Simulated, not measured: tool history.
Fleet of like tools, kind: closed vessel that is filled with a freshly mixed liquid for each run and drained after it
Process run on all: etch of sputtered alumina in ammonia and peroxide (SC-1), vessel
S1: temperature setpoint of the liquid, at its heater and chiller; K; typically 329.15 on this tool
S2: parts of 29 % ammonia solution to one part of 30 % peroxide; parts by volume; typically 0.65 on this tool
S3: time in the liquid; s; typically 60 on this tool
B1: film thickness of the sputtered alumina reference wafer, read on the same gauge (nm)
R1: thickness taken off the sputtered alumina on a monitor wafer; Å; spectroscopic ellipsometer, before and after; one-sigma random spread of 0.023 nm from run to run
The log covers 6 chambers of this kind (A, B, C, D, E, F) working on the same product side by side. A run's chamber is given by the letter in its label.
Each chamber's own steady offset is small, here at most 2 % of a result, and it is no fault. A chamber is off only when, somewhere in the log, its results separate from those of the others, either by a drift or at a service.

| run | hour | S1 | S2 | S3 | B1 | R1 |
|---|---|---|---|---|---|---|
| 1B | 2.4 | 329.15 | 0.65 | 60 | 80.003 | 41.483 |
| 2D | 5.4 | 329.15 | 0.65 | 60 | 80.005 | 42.097 |
| 3C | 7.8 | 329.15 | 0.65 | 60 | 80.006 | 42.668 |
| 4F | 12.2 | 329.15 | 0.65 | 60 | 80.004 | 41.393 |
| 5E | 16.7 | 329.15 | 0.65 | 60 | 79.997 | 42.6 |
| 6A | 18.8 | 329.15 | 0.65 | 60 | 80.003 | 42.042 |
|  | 22.3 | chamber F: thermometer replaced |
| 7D | 22.7 | 329.15 | 0.65 | 60 | 80.007 | 42.142 |
| 8E | 25.8 | 329.15 | 0.65 | 60 | 79.999 | 42.228 |
| 9C | 30.3 | 329.15 | 0.65 | 60 | 80.007 | 42.491 |
| 10F | 33.8 | 329.15 | 0.65 | 60 | 80.003 | 41.622 |
| 11B | 36.2 | 329.15 | 0.65 | 60 | 79.999 | 41.512 |
| 12A | 40.1 | 329.15 | 0.65 | 60 | 80 | 41.919 |
| 13E | 44.4 | 329.15 | 0.65 | 45 | 79.998 | 31.73 |
| 14D | 48.9 | 329.15 | 0.65 | 45 | 79.992 | 31.383 |
| 15C | 51 | 329.15 | 0.65 | 45 | 79.984 | 31.59 |
| 16F | 53 | 329.15 | 0.65 | 45 | 79.999 | 31.19 |
| 17A | 56.4 | 329.15 | 0.65 | 45 | 80.007 | 31.541 |
| 18B | 60.3 | 329.15 | 0.65 | 45 | 79.993 | 31.285 |
| 19C | 64.2 | 329.15 | 0.65 | 60 | 79.998 | 42.192 |
| 20A | 67.8 | 329.15 | 0.65 | 60 | 80.006 | 42.014 |
| 21F | 71.2 | 329.15 | 0.65 | 60 | 80.022 | 41.801 |
| 22E | 74.3 | 329.15 | 0.65 | 60 | 79.989 | 42.905 |
| 23B | 77.9 | 329.15 | 0.8 | 50 | 80.001 | 35.539 |
| 24D | 80.3 | 329.15 | 0.8 | 50 | 79.993 | 35.585 |
| 25C | 84 | 329.15 | 0.8 | 50 | 80.012 | 36.071 |
| 26F | 88 | 329.15 | 0.8 | 50 | 79.996 | 35.754 |
| 27A | 90.2 | 329.15 | 0.8 | 50 | 80.008 | 35.435 |
| 28B | 94.8 | 329.15 | 0.8 | 50 | 80 | 35.429 |
| 29E | 97.5 | 329.15 | 0.85 | 60 | 79.985 | 45.152 |
| 30D | 101.7 | 329.15 | 0.85 | 60 | 80.003 | 42.781 |
| 31A | 104.9 | 329.15 | 0.85 | 60 | 80.001 | 43.114 |
|  | 107.9 | chamber E: new drum of ammonia solution connected |
| 32B | 109.1 | 329.15 | 0.85 | 60 | 79.996 | 42.572 |
| 33F | 112.7 | 329.15 | 0.85 | 60 | 79.982 | 43.03 |
| 34C | 116.5 | 329.15 | 0.85 | 60 | 79.976 | 43.517 |
| 35E | 118.6 | 329.15 | 0.65 | 60 | 80.003 | 44.409 |
| 36D | 122.4 | 329.15 | 0.65 | 60 | 80.005 | 41.826 |
| 37E | 126.7 | 329.15 | 0.65 | 60 | 79.978 | 44.447 |
| 38D | 131.1 | 329.15 | 0.65 | 60 | 80.013 | 41.838 |
| 39C | 135.5 | 329.15 | 0.65 | 60 | 80 | 42.22 |

Does one chamber stand apart from the rest, does the shared gauge drift, or is all well apart from small per-chamber offsets? Give the chamber and the most likely cause, where there is one.

Little by little, chamber E moves away from the other chambers.
Likeliest cause: liquid hotter than its thermometer reads (K) = 1.16.

Below are 4 candidate recipes for chamber E's next run, each the usual settings with a change, their results shown as question marks. Which of them brings E's results back in line with what the other chambers give on the usual settings?
To be in line, a result may differ from the other chambers' mean on the usual settings by at most: R1 0.8 Å
| 40E-1 | 138.8 | 330.65 | 0.65 | 60 |  | ? |
| 40E-2 | 138.8 | 327.65 | 0.65 | 55 |  | ? |
| 40E-3 | 138.8 | 327.65 | 0.65 | 60 |  | ? |
| 40E-4 | 138.8 | 330.65 | 0.65 | 65 |  | ? |

On the usual settings, the other chambers give on average: R1 41.873 Å
| run | R1 |
|---|---|
| 40E-1 | 48.766 |
| 40E-2 | 38.246 |
| 40E-3 | 41.723 |
| 40E-4 | 52.83 |
Change 40E-3 lands the chamber within the allowed miss of the other chambers.
